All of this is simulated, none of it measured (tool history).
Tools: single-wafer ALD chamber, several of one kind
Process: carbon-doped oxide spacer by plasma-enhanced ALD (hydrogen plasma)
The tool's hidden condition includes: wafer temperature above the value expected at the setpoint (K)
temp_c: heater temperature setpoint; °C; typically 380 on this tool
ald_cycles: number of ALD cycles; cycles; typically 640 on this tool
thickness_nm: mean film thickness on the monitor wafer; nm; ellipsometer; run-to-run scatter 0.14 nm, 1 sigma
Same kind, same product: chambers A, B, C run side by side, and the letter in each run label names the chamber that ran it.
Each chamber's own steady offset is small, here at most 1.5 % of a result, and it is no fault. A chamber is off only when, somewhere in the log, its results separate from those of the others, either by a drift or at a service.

run	hour	temp_c	ald_cycles	hours since the last thermocouple change	read-back reference wafer on the same gauge, thickness_nm	thickness_nm
1C	5.3	380	640	1065.4	26.006	32.204
2A	13.5	380	640	1793.4	26.013	32.442
3B	21.3	380	640	1785.9	26.023	32.382
4A	27.4	380	640	1807.3	25.991	32.383
5B	36.6	380	640	1801.2	26.008	32.101
6C	43.4	380	640	1103.5	25.997	32.346
7B	49.7	380	640	1814.3	26.003	32.203
8C	55.6	380	640	1115.7	26.017	32.44
9A	62.3	380	640	1842.2	26.002	32.397
10A	68.2	380	640	1848.1	25.998	32.378
11B	74.3	380	640	1838.9	25.996	32.15
12C	83.5	380	640	1143.6	26.008	32.037
13A	92.2	380	762	1872.1	26.018	38.728
14B	98.5	380	762	1863.1	25.961	38.206
15C	103.7	380	762	1163.8	26.013	38.318
16A	112.1	380	640	1892	25.995	32.174
17B	121	380	765	1885.6	25.986	38.462
18C	126.8	380	765	1186.9	25.976	38.651
19C	131.6	380	765	1191.7	26.012	38.58
20B	139	385	556	1903.6	25.998	27.858
21A	145.4	385	556	1925.3	26.028	28.294

Has any chamber moved away from the others, gradually or after a service, or does the common gauge drift, or do the chambers differ only by their own small steady offsets? State the chamber and the most likely cause if one applies.

The fleet is healthy, with each chamber sitting at its usual small offset and no drift in the gauge.
